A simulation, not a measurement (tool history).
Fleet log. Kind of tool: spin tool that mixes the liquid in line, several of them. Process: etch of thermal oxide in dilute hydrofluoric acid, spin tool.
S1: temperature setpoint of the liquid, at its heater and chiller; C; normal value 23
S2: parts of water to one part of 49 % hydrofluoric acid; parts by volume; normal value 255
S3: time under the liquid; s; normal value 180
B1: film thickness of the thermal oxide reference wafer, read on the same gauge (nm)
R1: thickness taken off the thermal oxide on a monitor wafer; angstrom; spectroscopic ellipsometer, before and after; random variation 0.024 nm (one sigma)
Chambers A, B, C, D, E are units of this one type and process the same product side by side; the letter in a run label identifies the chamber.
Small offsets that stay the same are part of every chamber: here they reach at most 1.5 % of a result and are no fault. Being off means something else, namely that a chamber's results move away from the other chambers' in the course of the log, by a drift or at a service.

{"run": "1E", "hour": 2.3, "S1": 23, "S2": 255, "S3": 180, "B1": 120, "R1": 27.812}
{"run": "2C", "hour": 5.0, "S1": 23, "S2": 255, "S3": 180, "B1": 119.99, "R1": 27.676}
{"run": "3B", "hour": 9.5, "S1": 23, "S2": 255, "S3": 180, "B1": 120.04, "R1": 27.217}
{"run": "4D", "hour": 14.2, "S1": 23, "S2": 255, "S3": 180, "B1": 120.03, "R1": 27.141}
{"run": "5A", "hour": 18.7, "S1": 23, "S2": 255, "S3": 180, "B1": 120.03, "R1": 27.469}
{"run": "6E", "hour": 21.4, "S1": 23, "S2": 255, "S3": 180, "B1": 119.99, "R1": 27.237}
{"run": "7C", "hour": 23.6, "S1": 23, "S2": 255, "S3": 180, "B1": 120.01, "R1": 27.657}
{"run": "8D", "hour": 28.3, "S1": 23, "S2": 255, "S3": 180, "B1": 119.99, "R1": 27.402}
{"run": "9B", "hour": 32.2, "S1": 23, "S2": 255, "S3": 180, "B1": 120.05, "R1": 27.067}
{"run": "10A", "hour": 36.7, "S1": 27.5, "S2": 180, "S3": 180, "B1": 120.03, "R1": 49.658}
{"run": "11B", "hour": 41.1, "S1": 27.5, "S2": 180, "S3": 180, "B1": 120, "R1": 49.512}
{"run": "12D", "hour": 43.9, "S1": 27.5, "S2": 180, "S3": 180, "B1": 120.01, "R1": 49.345}
{"run": "13C", "hour": 46.0, "S1": 27.5, "S2": 180, "S3": 180, "B1": 120.04, "R1": 49.734}
{"run": "14E", "hour": 50.5, "S1": 27.5, "S2": 180, "S3": 180, "B1": 119.98, "R1": 49.536}
{"run": "15A", "hour": 54.3, "S1": 23, "S2": 255, "S3": 180, "B1": 119.99, "R1": 27.325}
{"run": "16C", "hour": 58.2, "S1": 23, "S2": 255, "S3": 90, "B1": 120.02, "R1": 13.915}
{"run": "17D", "hour": 60.3, "S1": 23, "S2": 255, "S3": 90, "B1": 120.01, "R1": 13.34}
{"run": "18E", "hour": 62.8, "S1": 23, "S2": 255, "S3": 90, "B1": 120.02, "R1": 13.352}
{"run": "19B", "hour": 66.2, "S1": 23, "S2": 255, "S3": 90, "B1": 120, "R1": 13.779}
{"run": "20A", "hour": 69.5, "S1": 23, "S2": 255, "S3": 90, "B1": 120.02, "R1": 13.866}
{"run": "21D", "hour": 73.4, "S1": 23, "S2": 255, "S3": 180, "B1": 120, "R1": 26.47}
{"run": "22C", "hour": 78.3, "S1": 23, "S2": 255, "S3": 180, "B1": 120.01, "R1": 27.853}
{"run": "23A", "hour": 81.5, "S1": 23, "S2": 255, "S3": 180, "B1": 119.96, "R1": 27.434}
{"run": "24B", "hour": 85.3, "S1": 23, "S2": 255, "S3": 180, "B1": 120.04, "R1": 26.783}
{"run": "25E", "hour": 89.0, "S1": 23, "S2": 255, "S3": 180, "B1": 120, "R1": 27.167}
{"run": "26B", "hour": 91.1, "S1": 23, "S2": 355, "S3": 180, "B1": 120.02, "R1": 17.986}
{"run": "27D", "hour": 94.3, "S1": 23, "S2": 355, "S3": 180, "B1": 119.99, "R1": 17.467}
{"hour": 94.8, "done": "chamber D: hydrofluoric acid flow meter replaced"}
{"run": "28A", "hour": 97.6, "S1": 23, "S2": 355, "S3": 180, "B1": 120, "R1": 18.105}
{"run": "29E", "hour": 102.3, "S1": 23, "S2": 355, "S3": 180, "B1": 119.97, "R1": 17.576}
{"run": "30C", "hour": 107.3, "S1": 23, "S2": 355, "S3": 180, "B1": 120.02, "R1": 18.475}
{"run": "31D", "hour": 110.3, "S1": 23, "S2": 160, "S3": 255, "B1": 119.96, "R1": 64.13}
{"run": "32B", "hour": 112.7, "S1": 23, "S2": 160, "S3": 255, "B1": 120.03, "R1": 68.571}
{"run": "33A", "hour": 115.3, "S1": 23, "S2": 160, "S3": 255, "B1": 119.99, "R1": 67.679}
{"run": "34C", "hour": 118.2, "S1": 23, "S2": 160, "S3": 255, "B1": 120.03, "R1": 68.528}
{"run": "35E", "hour": 122.1, "S1": 23, "S2": 160, "S3": 255, "B1": 120, "R1": 68.515}
{"run": "36B", "hour": 125.6, "S1": 23, "S2": 255, "S3": 180, "B1": 120, "R1": 26.859}
{"run": "37C", "hour": 127.8, "S1": 23, "S2": 255, "S3": 180, "B1": 119.99, "R1": 27.618}
{"run": "38D", "hour": 132.2, "S1": 23, "S2": 255, "S3": 180, "B1": 120.02, "R1": 25.488}
{"run": "39E", "hour": 135.2, "S1": 23, "S2": 255, "S3": 180, "B1": 119.99, "R1": 27.254}
{"run": "40A", "hour": 139.1, "S1": 23, "S2": 255, "S3": 180, "B1": 119.99, "R1": 27.334}
{"run": "41B", "hour": 143.6, "S1": 23, "S2": 255, "S3": 180, "B1": 119.99, "R1": 27.087}
{"run": "42A", "hour": 147.2, "S1": 25.5, "S2": 190, "S3": 180, "B1": 119.99, "R1": 42.627}
{"run": "43C", "hour": 149.8, "S1": 25.5, "S2": 190, "S3": 180, "B1": 120, "R1": 43.504}

Does one chamber stand apart from the rest, does the shared gauge drift, or is all well apart from small per-chamber offsets? Give the chamber and the most likely cause, where there is one.

It is chamber D that slowly wanders off from its peers.
Likeliest cause: liquid colder than its thermometer reads (K) = 2.47.

Here are 4 candidates for chamber D's next run, each the usual settings with a change, their results left as question marks. Which one brings its results back in line with what the others give on the usual settings?
Maximum distance from the other chambers' mean on the usual settings for a result to count as in line: R1 0.83 angstrom
{"run": "44D-1", "hour": 153.4, "S1": 23, "S2": 255, "S3": 185, "R1": "?"}
{"run": "44D-2", "hour": 153.4, "S1": 23, "S2": 255, "S3": 175, "R1": "?"}
{"run": "44D-3", "hour": 153.4, "S1": 23, "S2": 240, "S3": 180, "R1": "?"}
{"run": "44D-4", "hour": 153.4, "S1": 23, "S2": 265, "S3": 175, "R1": "?"}

What the other chambers average on the usual settings: R1 27.45 angstrom
run=44D-1 R1=25.964
run=44D-2 R1=24.561
run=44D-3 R1=27.231
run=44D-4 R1=23.412
The answer is 44D-3, which returns the chamber to within the allowed miss of the others.
